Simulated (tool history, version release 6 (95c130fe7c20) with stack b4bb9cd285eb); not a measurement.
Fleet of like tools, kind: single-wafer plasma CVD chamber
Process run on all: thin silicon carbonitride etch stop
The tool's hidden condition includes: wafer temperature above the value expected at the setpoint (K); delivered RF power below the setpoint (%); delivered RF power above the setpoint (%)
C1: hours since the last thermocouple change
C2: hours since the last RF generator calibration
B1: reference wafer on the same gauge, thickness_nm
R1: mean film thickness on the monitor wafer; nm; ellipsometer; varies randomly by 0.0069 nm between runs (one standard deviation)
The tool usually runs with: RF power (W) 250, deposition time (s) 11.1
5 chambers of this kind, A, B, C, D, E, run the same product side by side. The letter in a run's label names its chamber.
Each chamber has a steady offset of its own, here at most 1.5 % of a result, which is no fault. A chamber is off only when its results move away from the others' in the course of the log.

run 1D day=0.112 | RF_power_(W)=250 deposition_time_(s)=11.1 | C1=678.1 C2=55 | B1=7.9597 | R1=6.7369
run 2E day=0.262 | RF_power_(W)=250 deposition_time_(s)=11.1 | C1=2063.4 C2=186.3 | B1=7.959 | R1=6.8431
run 3A day=0.367 | RF_power_(W)=250 deposition_time_(s)=11.1 | C1=275.7 C2=1126.9 | B1=7.9561 | R1=6.7384
run 4B day=0.483 | RF_power_(W)=250 deposition_time_(s)=11.1 | C1=531.7 C2=556.7 | B1=7.954 | R1=6.7198
run 5C day=0.588 | RF_power_(W)=250 deposition_time_(s)=11.1 | C1=1138.4 C2=221.7 | B1=7.9574 | R1=6.7476
run 6C day=0.667 | RF_power_(W)=250 deposition_time_(s)=11.1 | C1=1140.3 C2=223.6 | B1=7.9563 | R1=6.7385
run 7A day=0.775 | RF_power_(W)=250 deposition_time_(s)=11.1 | C1=285.5 C2=1136.7 | B1=7.9521 | R1=6.7309
run 8E day=0.925 | RF_power_(W)=205 deposition_time_(s)=12.8 | C1=2079.3 C2=202.2 | B1=7.9539 | R1=7.4436
run 9D day=1.092 | RF_power_(W)=205 deposition_time_(s)=12.8 | C1=701.6 C2=78.5 | B1=7.953 | R1=7.3026
run 10B day=1.217 | RF_power_(W)=205 deposition_time_(s)=12.8 | C1=549.3 C2=574.3 | B1=7.9533 | R1=7.3003
run 11D day=1.317 | RF_power_(W)=205 deposition_time_(s)=12.8 | C1=707 C2=83.9 | B1=7.9514 | R1=7.3078
run 12A day=1.396 | RF_power_(W)=205 deposition_time_(s)=12.8 | C1=300.4 C2=1151.6 | B1=7.9488 | R1=7.3154
run 13C day=1.558 | RF_power_(W)=250 deposition_time_(s)=11.1 | C1=1161.7 C2=245 | B1=7.95 | R1=6.7352
run 14E day=1.733 | RF_power_(W)=250 deposition_time_(s)=11.1 | C1=2098.7 C2=221.6 | B1=7.9488 | R1=6.8441
run 15B day=1.825 | RF_power_(W)=250 deposition_time_(s)=11.1 | C1=563.9 C2=588.9 | B1=7.9484 | R1=6.7207
run 16E day=1.958 | RF_power_(W)=270 deposition_time_(s)=11.1 | C1=2104.1 C2=227 | B1=7.9468 | R1=7.006
run 17D day=2.083 | RF_power_(W)=270 deposition_time_(s)=11.1 | C1=725.4 C2=102.3 | B1=7.9456 | R1=6.8915
run 18B day=2.233 | RF_power_(W)=270 deposition_time_(s)=11.1 | C1=573.7 C2=598.7 | B1=7.9451 | R1=6.8636
run 19A day=2.388 | RF_power_(W)=270 deposition_time_(s)=11.1 | C1=324.2 C2=1175.4 | B1=7.946 | R1=6.8752
run 20C day=2.546 | RF_power_(W)=270 deposition_time_(s)=11.1 | C1=1185.4 C2=268.7 | B1=7.9433 | R1=6.8807
run 21B day=2.625 | RF_power_(W)=250 deposition_time_(s)=11.1 | C1=583.1 C2=608.1 | B1=7.9426 | R1=6.7199
run 22D day=2.762 | RF_power_(W)=250 deposition_time_(s)=11.1 | C1=741.7 C2=118.6 | B1=7.9397 | R1=6.7214
run 23C day=2.921 | RF_power_(W)=250 deposition_time_(s)=11.1 | C1=1194.4 C2=277.7 | B1=7.9416 | R1=6.7268
run 24A day=3.067 | RF_power_(W)=250 deposition_time_(s)=11.1 | C1=340.5 C2=1191.7 | B1=7.9391 | R1=6.7163
run 25E day=3.238 | RF_power_(W)=250 deposition_time_(s)=11.1 | C1=2134.8 C2=257.7 | B1=7.9377 | R1=6.8408
run 26E day=3.379 | RF_power_(W)=250 deposition_time_(s)=11.1 | C1=2138.2 C2=261.1 | B1=7.9373 | R1=6.836
run 27A day=3.55 | RF_power_(W)=250 deposition_time_(s)=11.1 | C1=352.1 C2=1203.3 | B1=7.9375 | R1=6.7204
run 28B day=3.704 | RF_power_(W)=250 deposition_time_(s)=11.1 | C1=609 C2=634 | B1=7.9349 | R1=6.7001
run 29C day=3.804 | RF_power_(W)=250 deposition_time_(s)=11.1 | C1=1215.6 C2=298.9 | B1=7.9353 | R1=6.7216
run 30D day=3.912 | RF_power_(W)=250 deposition_time_(s)=11.1 | C1=769.3 C2=146.2 | B1=7.9347 | R1=6.7227
run 31B day=4.025 | RF_power_(W)=250 deposition_time_(s)=11.1 | C1=616.7 C2=641.7 | B1=7.9333 | R1=6.6998
run 32E day=4.171 | RF_power_(W)=250 deposition_time_(s)=11.1 | C1=2157.2 C2=280.1 | B1=7.9346 | R1=6.8325
run 33A day=4.271 | RF_power_(W)=250 deposition_time_(s)=11.1 | C1=369.4 C2=1220.6 | B1=7.9337 | R1=6.7097
run 34D day=4.438 | RF_power_(W)=250 deposition_time_(s)=11.1 | C1=781.9 C2=158.8 | B1=7.9322 | R1=6.7214
run 35C day=4.529 | RF_power_(W)=250 deposition_time_(s)=11.1 | C1=1233 C2=316.3 | B1=7.9284 | R1=6.7191
run 36B day=4.633 | RF_power_(W)=250 deposition_time_(s)=11.1 | C1=631.3 C2=656.3 | B1=7.9307 | R1=6.7142
run 37E day=4.779 | RF_power_(W)=250 deposition_time_(s)=11.1 | C1=2171.8 C2=294.7 | B1=7.9285 | R1=6.8322
run 38D day=4.95 | RF_power_(W)=250 deposition_time_(s)=11.1 | C1=794.2 C2=171.1 | B1=7.9267 | R1=6.721

Decide between three cases: one chamber stands off from its peers, the gauge reading all wafers drifts, or nothing is wrong past each chamber's small offset. Where a chamber is off, say which and what most likely put it there.

It is the gauge, not a chamber: its drift shows up in every chamber's results at once, and no chamber is off.
Most likely cause: gauge reads low (%) = 0.419.
